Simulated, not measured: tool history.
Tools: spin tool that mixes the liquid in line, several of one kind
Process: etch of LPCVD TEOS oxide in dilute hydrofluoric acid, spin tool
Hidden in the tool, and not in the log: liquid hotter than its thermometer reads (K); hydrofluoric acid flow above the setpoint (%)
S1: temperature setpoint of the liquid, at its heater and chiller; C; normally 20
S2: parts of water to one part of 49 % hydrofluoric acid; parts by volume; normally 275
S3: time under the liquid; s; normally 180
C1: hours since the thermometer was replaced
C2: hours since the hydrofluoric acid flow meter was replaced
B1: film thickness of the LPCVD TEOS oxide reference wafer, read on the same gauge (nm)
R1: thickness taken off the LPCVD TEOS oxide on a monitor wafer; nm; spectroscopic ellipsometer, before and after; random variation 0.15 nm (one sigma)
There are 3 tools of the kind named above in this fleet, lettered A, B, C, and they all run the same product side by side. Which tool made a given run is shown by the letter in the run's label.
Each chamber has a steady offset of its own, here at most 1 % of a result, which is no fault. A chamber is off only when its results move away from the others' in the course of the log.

{"run": "1C", "hour": 9.2, "S1": 20, "S2": 275, "S3": 180, "C1": 373.9, "C2": 426.4, "B1": 79.996, "R1": 26.175}
{"run": "2A", "hour": 17.6, "S1": 20, "S2": 275, "S3": 180, "C1": 555.5, "C2": 475.2, "B1": 80.002, "R1": 26.43}
{"run": "3B", "hour": 24.5, "S1": 20, "S2": 275, "S3": 180, "C1": 290.1, "C2": 1146.7, "B1": 80.002, "R1": 26.035}
{"run": "4A", "hour": 32.1, "S1": 20, "S2": 275, "S3": 180, "C1": 570, "C2": 489.7, "B1": 80.017, "R1": 26.718}
{"run": "5B", "hour": 39.1, "S1": 20, "S2": 275, "S3": 180, "C1": 304.7, "C2": 1161.3, "B1": 79.992, "R1": 26.022}
{"run": "6C", "hour": 45.4, "S1": 20, "S2": 275, "S3": 180, "C1": 410.1, "C2": 462.6, "B1": 79.998, "R1": 25.822}
{"run": "7A", "hour": 56.1, "S1": 20, "S2": 275, "S3": 180, "C1": 594, "C2": 513.7, "B1": 80.016, "R1": 26.292}
{"hour": 56.2, "done": "chamber C: hydrofluoric acid flow meter replaced"}
{"run": "8B", "hour": 64.4, "S1": 20, "S2": 275, "S3": 180, "C1": 330, "C2": 1186.6, "B1": 79.991, "R1": 26.432}
{"run": "9C", "hour": 74.7, "S1": 20, "S2": 275, "S3": 180, "C1": 439.4, "C2": 18.6, "B1": 80.006, "R1": 26.332}
{"run": "10B", "hour": 80.3, "S1": 22.5, "S2": 275, "S3": 180, "C1": 345.9, "C2": 1202.5, "B1": 80.035, "R1": 28.634}
{"run": "11C", "hour": 88.4, "S1": 22.5, "S2": 275, "S3": 180, "C1": 453.1, "C2": 32.3, "B1": 80.002, "R1": 28.33}
{"run": "12A", "hour": 97.1, "S1": 22.5, "S2": 275, "S3": 180, "C1": 635, "C2": 554.7, "B1": 80.004, "R1": 28.849}
{"run": "13C", "hour": 106.9, "S1": 20, "S2": 275, "S3": 180, "C1": 471.6, "C2": 50.8, "B1": 80.016, "R1": 25.792}
{"run": "14B", "hour": 114.0, "S1": 20, "S2": 275, "S3": 180, "C1": 379.6, "C2": 1236.2, "B1": 80.014, "R1": 26.287}
{"run": "15A", "hour": 122.0, "S1": 20, "S2": 275, "S3": 180, "C1": 659.9, "C2": 579.6, "B1": 79.99, "R1": 26.501}
{"run": "16A", "hour": 132.2, "S1": 20, "S2": 275, "S3": 180, "C1": 670.1, "C2": 589.8, "B1": 80.006, "R1": 26.432}
{"run": "17B", "hour": 138.5, "S1": 20, "S2": 275, "S3": 180, "C1": 404.1, "C2": 1260.7, "B1": 79.995, "R1": 26.775}
{"run": "18C", "hour": 148.9, "S1": 20, "S2": 275, "S3": 180, "C1": 513.6, "C2": 92.8, "B1": 80.007, "R1": 26.09}
{"run": "19A", "hour": 158.2, "S1": 20, "S2": 345, "S3": 180, "C1": 696.1, "C2": 615.8, "B1": 80.015, "R1": 19.611}
{"run": "20C", "hour": 167.2, "S1": 20, "S2": 345, "S3": 180, "C1": 531.9, "C2": 111.1, "B1": 79.991, "R1": 19.585}
{"run": "21B", "hour": 174.7, "S1": 20, "S2": 345, "S3": 180, "C1": 440.3, "C2": 1296.9, "B1": 80.017, "R1": 19.816}
{"run": "22B", "hour": 185.3, "S1": 20, "S2": 275, "S3": 180, "C1": 450.9, "C2": 1307.5, "B1": 80.007, "R1": 26.733}
{"run": "23A", "hour": 190.4, "S1": 20, "S2": 275, "S3": 180, "C1": 728.3, "C2": 648, "B1": 79.997, "R1": 26.066}
{"run": "24C", "hour": 197.9, "S1": 20, "S2": 275, "S3": 180, "C1": 562.6, "C2": 141.8, "B1": 80.007, "R1": 25.849}
{"run": "25C", "hour": 206.4, "S1": 20, "S2": 275, "S3": 180, "C1": 571.1, "C2": 150.3, "B1": 80.004, "R1": 25.993}
{"hour": 207.1, "done": "chamber A: hydrofluoric acid flow meter replaced"}
{"run": "26A", "hour": 216.1, "S1": 20, "S2": 275, "S3": 180, "C1": 754, "C2": 9, "B1": 79.997, "R1": 26.445}
{"run": "27B", "hour": 221.3, "S1": 17, "S2": 150, "S3": 180, "C1": 486.9, "C2": 1343.5, "B1": 80.007, "R1": 49.123}
{"run": "28C", "hour": 230.3, "S1": 17, "S2": 150, "S3": 180, "C1": 595, "C2": 174.2, "B1": 80.004, "R1": 47.537}
{"run": "29A", "hour": 241.0, "S1": 17, "S2": 150, "S3": 180, "C1": 778.9, "C2": 33.9, "B1": 80.003, "R1": 49.028}
{"run": "30B", "hour": 246.2, "S1": 17.5, "S2": 275, "S3": 180, "C1": 511.8, "C2": 1368.4, "B1": 80.008, "R1": 24.582}
{"run": "31C", "hour": 255.1, "S1": 17.5, "S2": 275, "S3": 180, "C1": 619.8, "C2": 199, "B1": 79.977, "R1": 23.784}
{"run": "32B", "hour": 259.9, "S1": 17.5, "S2": 275, "S3": 180, "C1": 525.5, "C2": 1382.1, "B1": 79.978, "R1": 24.425}
{"run": "33A", "hour": 265.6, "S1": 20, "S2": 275, "S3": 180, "C1": 803.5, "C2": 58.5, "B1": 80.008, "R1": 26.242}
{"run": "34B", "hour": 272.2, "S1": 20, "S2": 275, "S3": 180, "C1": 537.8, "C2": 1394.4, "B1": 79.986, "R1": 27.344}
{"run": "35A", "hour": 277.9, "S1": 20, "S2": 275, "S3": 180, "C1": 815.8, "C2": 70.8, "B1": 80, "R1": 26.627}
{"run": "36C", "hour": 288.4, "S1": 20, "S2": 275, "S3": 180, "C1": 653.1, "C2": 232.3, "B1": 80.007, "R1": 26.093}
{"run": "37B", "hour": 295.6, "S1": 20, "S2": 350, "S3": 90, "C1": 561.2, "C2": 1417.8, "B1": 79.997, "R1": 9.9705}
{"run": "38C", "hour": 300.4, "S1": 20, "S2": 350, "S3": 90, "C1": 665.1, "C2": 244.3, "B1": 80.001, "R1": 9.556}
{"run": "39A", "hour": 310.1, "S1": 20, "S2": 350, "S3": 90, "C1": 848, "C2": 103, "B1": 79.997, "R1": 9.6397}
{"run": "40C", "hour": 318.2, "S1": 20, "S2": 275, "S3": 180, "C1": 682.9, "C2": 262.1, "B1": 79.999, "R1": 25.844}
{"run": "41B", "hour": 323.7, "S1": 20, "S2": 275, "S3": 180, "C1": 589.3, "C2": 1445.9, "B1": 80.009, "R1": 27.35}
{"run": "42A", "hour": 333.6, "S1": 20, "S2": 275, "S3": 180, "C1": 871.5, "C2": 126.5, "B1": 79.994, "R1": 26.256}

What goes on in this fleet: one chamber off, a drifting gauge, or nothing beyond the chambers' own small offsets? Name the chamber and the cause, if any.

Little by little, chamber B moves away from the other chambers.
What lies behind it: liquid hotter than its thermometer reads (K) = 1.28.
Not necessarily distinguishable in this log from: hydrofluoric acid flow above the setpoint (%).

Below are 4 candidate recipes for chamber B's next run, each the usual settings with a change, their results shown as question marks. Which of them brings B's results back in line with what the other chambers give on the usual settings?
A result is in line if it is within this distance of the other chambers' mean on the usual settings: R1 0.53 nm
{"run": "43B-1", "hour": 341.3, "S1": 20, "S2": 285, "S3": 180, "R1": "?"}
{"run": "43B-2", "hour": 341.3, "S1": 20, "S2": 275, "S3": 165, "R1": "?"}
{"run": "43B-3", "hour": 341.3, "S1": 20, "S2": 265, "S3": 185, "R1": "?"}
{"run": "43B-4", "hour": 341.3, "S1": 20, "S2": 270, "S3": 185, "R1": "?"}

Usual-settings mean across the other chambers: R1 26.225 nm
run=43B-1 R1=26.247
run=43B-2 R1=25.164
run=43B-3 R1=29.551
run=43B-4 R1=28.87
43B-1 puts the chamber back in line with the other chambers.
